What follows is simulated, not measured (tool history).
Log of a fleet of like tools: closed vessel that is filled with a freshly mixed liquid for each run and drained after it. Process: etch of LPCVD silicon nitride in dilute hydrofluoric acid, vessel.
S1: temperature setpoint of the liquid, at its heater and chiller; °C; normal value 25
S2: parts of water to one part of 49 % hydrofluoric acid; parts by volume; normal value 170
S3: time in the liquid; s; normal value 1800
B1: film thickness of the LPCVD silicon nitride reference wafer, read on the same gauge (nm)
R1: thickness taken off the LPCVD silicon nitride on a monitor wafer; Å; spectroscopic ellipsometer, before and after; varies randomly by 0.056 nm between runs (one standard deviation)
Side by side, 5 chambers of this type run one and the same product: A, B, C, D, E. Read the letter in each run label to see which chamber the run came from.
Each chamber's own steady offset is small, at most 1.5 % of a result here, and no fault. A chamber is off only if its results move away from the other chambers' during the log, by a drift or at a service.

| run | hour | S1 | S2 | S3 | B1 | R1 |
|---|---|---|---|---|---|---|
| 1D | 8.1 | 25 | 170 | 1800 | 69.985 | 58.043 |
| 2E | 14 | 25 | 170 | 1800 | 69.997 | 59.08 |
| 3A | 19.1 | 25 | 170 | 1800 | 69.995 | 57.799 |
| 4B | 26.5 | 25 | 170 | 1800 | 70.011 | 57.965 |
| 5C | 35.1 | 25 | 170 | 1800 | 70.03 | 57.668 |
| 6C | 42.9 | 27 | 95 | 1800 | 70.012 | 116.44 |
| 7A | 52.1 | 27 | 95 | 1800 | 70 | 120.9 |
| 8E | 57.1 | 27 | 95 | 1800 | 69.972 | 115.25 |
| 9D | 61.7 | 27 | 95 | 1800 | 70.016 | 118.43 |
| 10B | 71.1 | 27 | 95 | 1800 | 70.032 | 119.96 |
| 11C | 77.4 | 25 | 170 | 1800 | 69.984 | 57.139 |
| 12B | 84.2 | 25 | 170 | 1800 | 69.989 | 57.773 |
| 13D | 92.3 | 25 | 170 | 1800 | 70.017 | 56.432 |
| 14E | 101.3 | 25 | 170 | 1800 | 70.029 | 57.765 |
| 15A | 108.4 | 25 | 170 | 1800 | 70.002 | 57.502 |
| 16D | 112.7 | 25 | 170 | 1800 | 70.013 | 57.462 |
| 17B | 119.9 | 25 | 170 | 1800 | 70.04 | 57.614 |
| 18E | 127.4 | 25 | 170 | 1800 | 70.018 | 58.206 |
| 19A | 134.7 | 25 | 170 | 1800 | 69.992 | 56.422 |
| 20C | 140.9 | 25 | 170 | 1800 | 69.998 | 59.61 |
| 21A | 150.2 | 25 | 170 | 2220 | 70.009 | 71.115 |
|  | 151.5 | chamber A: thermometer replaced |
| 22E | 159.5 | 25 | 170 | 2220 | 70.005 | 71.959 |
| 23B | 164.9 | 25 | 170 | 2220 | 70.012 | 71.053 |
|  | 169.6 | chamber A: hydrofluoric acid flow meter replaced |
| 24C | 172.5 | 25 | 170 | 2220 | 69.989 | 70.832 |
| 25D | 179.7 | 25 | 170 | 2220 | 70.006 | 69.138 |
| 26A | 184.2 | 23 | 170 | 2655 | 70.031 | 75.118 |
| 27C | 191.4 | 23 | 170 | 2655 | 70.009 | 75.032 |
| 28D | 200.6 | 23 | 170 | 2655 | 70.027 | 74.283 |
| 29E | 206.9 | 23 | 170 | 2655 | 70.039 | 76.766 |
| 30B | 211 | 23 | 170 | 2655 | 69.989 | 74.841 |
| 31A | 217.5 | 25 | 170 | 1800 | 70.021 | 57.503 |
| 32D | 222.8 | 25 | 170 | 1800 | 70.024 | 56.562 |
| 33C | 227.4 | 25 | 170 | 1800 | 70.042 | 57.762 |
| 34E | 235.3 | 25 | 170 | 1800 | 69.975 | 58.883 |

Next, all 5 chambers run the settings below, one line each with question marks for the results. What does each chamber give?
| 35A | 242.1 | 25 | 170 | 1800 |  | ? |
| 35B | 242.1 | 25 | 170 | 1800 |  | ? |
| 35C | 242.1 | 25 | 170 | 1800 |  | ? |
| 35D | 242.1 | 25 | 170 | 1800 |  | ? |
| 35E | 242.1 | 25 | 170 | 1800 |  | ? |

| run | R1 |
|---|---|
| 35A | 58.486 |
| 35B | 57.65 |
| 35C | 58.02 |
| 35D | 57.18 |
| 35E | 59.135 |
